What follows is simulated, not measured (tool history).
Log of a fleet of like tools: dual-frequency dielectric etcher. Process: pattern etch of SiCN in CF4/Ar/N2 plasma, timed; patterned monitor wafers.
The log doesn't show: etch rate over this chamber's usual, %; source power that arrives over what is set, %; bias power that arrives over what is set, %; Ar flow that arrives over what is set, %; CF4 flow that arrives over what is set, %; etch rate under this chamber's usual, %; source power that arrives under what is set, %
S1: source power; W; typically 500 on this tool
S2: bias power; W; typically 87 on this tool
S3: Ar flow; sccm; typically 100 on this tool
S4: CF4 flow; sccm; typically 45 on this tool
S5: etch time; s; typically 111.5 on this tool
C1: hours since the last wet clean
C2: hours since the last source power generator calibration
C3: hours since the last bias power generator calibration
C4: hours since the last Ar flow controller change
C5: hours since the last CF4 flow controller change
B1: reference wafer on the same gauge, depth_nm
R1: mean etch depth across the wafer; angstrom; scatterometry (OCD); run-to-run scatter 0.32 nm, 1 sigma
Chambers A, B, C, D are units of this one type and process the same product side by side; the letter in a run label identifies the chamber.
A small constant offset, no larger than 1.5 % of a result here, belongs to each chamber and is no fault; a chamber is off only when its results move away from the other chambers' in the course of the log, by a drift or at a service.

run,hour,S1,S2,S3,S4,S5,C1,C2,C3,C4,C5,B1,R1
1D,6.8,500,87,100,45,111.5,75.2,2044.5,688.1,1417.4,420.9,85.977,1051.7
2C,10.2,500,87,100,45,111.5,529.5,919.9,401.9,380.2,714.4,86.023,1042.0
3B,15.2,500,87,100,45,111.5,557.0,957.5,81.9,3292.4,3308.2,85.952,1044.5
4A,21.2,500,87,100,45,111.5,400.0,931.5,411.9,1589.4,2217.9,85.968,1062.0
5B,26.7,500,87,100,45,111.5,568.5,969.0,93.4,3303.9,3319.7,86.018,1050.3
6A,34.2,500,87,93,45,130.5,413.0,944.5,424.9,1602.4,2230.9,86.060,1251.3
# hour 38.4: chamber B: wet clean of the chamber
7D,39.8,500,87,93,45,130.5,108.2,2077.5,721.1,1450.4,453.9,86.043,1235.6
8C,45.6,500,87,93,45,130.5,564.9,955.3,437.3,415.6,749.8,85.993,1232.6
# hour 50.1: chamber B: Ar flow controller replaced
9D,50.2,500,87,93,45,130.5,118.6,2087.9,731.5,1460.8,464.3,85.968,1244.9
# hour 54.0: chamber C: wet clean of the chamber
10C,55.1,500,87,100,45,111.5,1.1,964.8,446.8,425.1,759.3,86.003,1038.6
11A,61.7,500,87,100,45,111.5,440.5,972.0,452.4,1629.9,2258.4,85.885,1058.8
12B,65.2,500,87,100,45,111.5,26.9,1007.5,131.9,15.1,3358.2,86.026,1060.1
13A,70.6,500,87,100,45,111.5,449.4,980.9,461.3,1638.8,2267.3,86.020,1060.7
14D,77.8,500,87,100,45,111.5,146.2,2115.5,759.1,1488.4,491.9,85.993,1046.5
15C,83.8,500,87,100,45,111.5,29.8,993.5,475.5,453.8,788.0,86.056,1041.4
16B,90.1,560,87,100,45,111.5,51.8,1032.4,156.8,40.0,3383.1,86.013,1152.0
17C,96.9,560,87,100,45,111.5,42.9,1006.6,488.6,466.9,801.1,85.915,1151.5
18A,101.9,560,87,100,45,111.5,480.7,1012.2,492.6,1670.1,2298.6,85.996,1167.8
19D,106.8,560,87,100,45,111.5,175.2,2144.5,788.1,1517.4,520.9,85.969,1159.7
20B,111.9,500,87,100,45,111.5,73.6,1054.2,178.6,61.8,3404.9,85.947,1025.9
21C,118.4,500,87,100,45,111.5,64.4,1028.1,510.1,488.4,822.6,86.038,1045.0
22A,123.2,500,87,100,45,111.5,502.0,1033.5,513.9,1691.4,2319.9,86.092,1049.4
23B,127.8,500,87,100,45,111.5,89.5,1070.1,194.5,77.7,3420.8,85.955,1024.7
24D,131.9,500,87,100,45,111.5,200.3,2169.6,813.2,1542.5,546.0,86.014,1051.7
25A,136.3,500,87,100,45,111.5,515.1,1046.6,527.0,1704.5,2333.0,86.008,1057.5
26D,142.6,500,87,100,45,111.5,211.0,2180.3,823.9,1553.2,556.7,86.023,1045.5
27B,150.0,500,87,100,45,111.5,111.7,1092.3,216.7,99.9,3443.0,85.965,1010.5

The same settings go to every chamber for the next run, one line per chamber below. Forecast the results for each:
28A,155.5,500,87,100,45,111.5,,,,,,,?
28B,155.5,500,87,100,45,111.5,,,,,,,?
28C,155.5,500,87,100,45,111.5,,,,,,,?
28D,155.5,500,87,100,45,111.5,,,,,,,?

run,R1
28A,1060.3
28B,1007.9
28C,1044.0
28D,1044.9
